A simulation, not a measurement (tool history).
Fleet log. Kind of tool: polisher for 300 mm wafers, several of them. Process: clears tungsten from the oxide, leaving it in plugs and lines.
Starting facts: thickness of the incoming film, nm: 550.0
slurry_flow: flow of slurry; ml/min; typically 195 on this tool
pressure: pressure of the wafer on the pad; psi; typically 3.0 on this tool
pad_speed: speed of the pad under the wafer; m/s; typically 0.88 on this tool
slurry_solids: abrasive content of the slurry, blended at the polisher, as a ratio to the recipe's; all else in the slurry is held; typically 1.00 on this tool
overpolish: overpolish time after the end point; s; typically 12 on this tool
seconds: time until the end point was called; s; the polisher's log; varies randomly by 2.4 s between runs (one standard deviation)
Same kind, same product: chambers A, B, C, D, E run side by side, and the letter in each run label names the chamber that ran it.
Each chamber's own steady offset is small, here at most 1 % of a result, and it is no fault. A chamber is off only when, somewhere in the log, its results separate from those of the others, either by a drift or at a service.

run  hour  slurry_flow  pressure  pad_speed  slurry_solids  overpolish  wafers polished on this pad  hours since the slurry nozzle was cleaned  hours since the head pressure was calibrated  hours since the slurry blender was calibrated  hours since the slurry got fresh peroxide  seconds
      2.0  -- chamber A: worn pad replaced by a new one
 1A   3.5          195       3.0       0.88           1.00          12                           10                                      306.1                                         239.6                                          265.0                                      111.2   141.10
 2C   6.2          195       3.0       0.88           1.00          12                          738                                      668.8                                         475.9                                           74.1                                      138.7   148.78
 3D   9.1          195       3.0       0.88           1.00          12                          664                                      414.3                                         732.8                                           86.8                                       57.6   147.60
     13.4  -- chamber C: worn pad replaced by a new one
 4B  13.4          195       3.0       0.88           1.00          12                          683                                      662.0                                         685.1                                          134.8                                       46.2   139.61
     14.7  -- chamber D: slurry tank refilled with fresh slurry and peroxide
     15.2  -- chamber C: slurry tank refilled with fresh slurry and peroxide
 5E  16.4          195       3.0       0.88           1.00          12                          767                                       51.0                                         542.3                                          318.5                                      117.8   149.12
 6E  19.1          195       3.0       0.88           1.00          12                          786                                       53.7                                         545.0                                          321.2                                      120.5   143.69
 7A  22.2          195       3.0       0.88           1.00          12                          137                                      324.8                                         258.3                                          283.7                                      129.9   142.73
 8C  24.3          195       3.0       0.88           1.00          12                           74                                      686.9                                         494.0                                           92.2                                        9.1   145.74
     25.2  -- chamber E: worn pad replaced by a new one
 9B  27.9          195       3.0       0.88           1.00          12                          781                                      676.5                                         699.6                                          149.3                                       60.7   141.53
10D  32.3          195       3.0       0.88           1.00          12                          821                                      437.5                                         756.0                                          110.0                                       17.7   146.58
     36.1  -- chamber B: worn pad replaced by a new one
11E  36.2          195       3.0       0.88           1.00          12                           75                                       70.8                                         562.1                                          338.3                                      137.6   139.76
     37.9  -- chamber A: slurry tank refilled with fresh slurry and peroxide
12A  39.8          195       3.0       0.88           1.00          12                          256                                      342.4                                         275.9                                          301.3                                        1.9   141.15
13B  42.1          195       3.0       0.88           1.00          12                           41                                      690.7                                         713.8                                          163.5                                       74.9   139.10
14C  46.3          195       3.0       0.88           1.00          12                          223                                      708.9                                         516.0                                          114.2                                       31.1   144.36
15D  50.2          195       3.0       0.88           1.00          12                          943                                      455.4                                         773.9                                          127.9                                       35.6   139.70
16B  52.8          195       3.0       0.88           1.00          12                          113                                      701.4                                         724.5                                          174.2                                       85.6   138.46
17A  56.1          195       3.0       0.88           1.00          12                          367                                      358.7                                         292.2                                          317.6                                       18.2   140.31
     56.8  -- chamber B: slurry nozzle cleaned
18D  59.2          195       3.0       0.88           1.00          12                         1004                                      464.4                                         782.9                                          136.9                                       44.6   145.34
19C  61.7          195       3.0       0.88           1.00          12                          327                                      724.3                                         531.4                                          129.6                                       46.5   145.57
20E  64.2          195       3.0       0.88           1.00          12                          264                                       98.8                                         590.1                                          366.3                                      165.6   154.10
21E  66.9          195       3.0       0.88           1.00          12                          283                                      101.5                                         592.8                                          369.0                                      168.3   155.57
22B  71.3          195       3.0       0.88           1.00          12                          239                                       14.5                                         743.0                                          192.7                                      104.1   137.82
23C  75.6          195       3.0       0.88           1.00          12                          422                                      738.2                                         545.3                                          143.5                                       60.4   142.87
24D  79.6          195       3.0       0.88           1.00          12                         1142                                      484.8                                         803.3                                          157.3                                       65.0   141.94
25A  82.5          195       3.0       0.88           1.00          12                          546                                      385.1                                         318.6                                          344.0                                       44.6   140.00
26B  85.6          195       2.1       0.88           1.00           7                          336                                       28.8                                         757.3                                          207.0                                      118.4   196.32
     87.7  -- chamber D: worn pad replaced by a new one
27C  88.1          195       2.1       0.88           1.00           7                          506                                      750.7                                         557.8                                          156.0                                       72.9   202.55
     88.4  -- chamber D: slurry nozzle cleaned
28D  90.2          195       2.1       0.88           1.00           7                           17                                        1.9                                         813.9                                          167.9                                       75.6   201.93
     90.7  -- chamber A: worn pad replaced by a new one
29E  93.8          195       2.1       0.88           1.00           7                          465                                      128.4                                         619.7                                          395.9                                      195.2   228.02
     95.5  -- chamber A: slurry blender recalibrated
30A  96.8          195       2.1       0.88           1.00           7                           41                                      399.4                                         332.9                                            1.4                                       58.9   200.60

Is one chamber out of step, is the gauge drifting, or do the chambers differ by no more than their own small offsets? For an off chamber, give its letter and the likeliest cause.

It is chamber E that slowly wanders off from its peers.
Likeliest cause: peroxide lost from the slurry, % = 26.7.
Not necessarily distinguishable in this log from: removal rate lost through wear of the pad, %; head's pressure below its setpoint, %; abrasive missing from the slurry, %.

Here are 4 candidates for chamber E's next run, each the usual settings with a change, their results left as question marks. Which one brings its results back in line with what the others give on the usual settings?
Allowed miss from the other chambers' usual-settings mean, per result, to count as in line: seconds 8.60 s
31E-1  100.0          260       3.0       0.88           1.40          12                                                                                                                                                                                                                        ?
31E-2  100.0          205       3.0       0.88           1.05          12                                                                                                                                                                                                                        ?
31E-3  100.0          195       3.0       0.86           1.00          12                                                                                                                                                                                                                        ?
31E-4  100.0          195       3.0       0.76           1.00          12                                                                                                                                                                                                                        ?

The mean the other chambers reach with the usual settings: seconds 142.83 s
  run  seconds
31E-1   145.27
31E-2   159.79
31E-3   166.41
31E-4   187.96
31E-1 brings the chamber back in line.

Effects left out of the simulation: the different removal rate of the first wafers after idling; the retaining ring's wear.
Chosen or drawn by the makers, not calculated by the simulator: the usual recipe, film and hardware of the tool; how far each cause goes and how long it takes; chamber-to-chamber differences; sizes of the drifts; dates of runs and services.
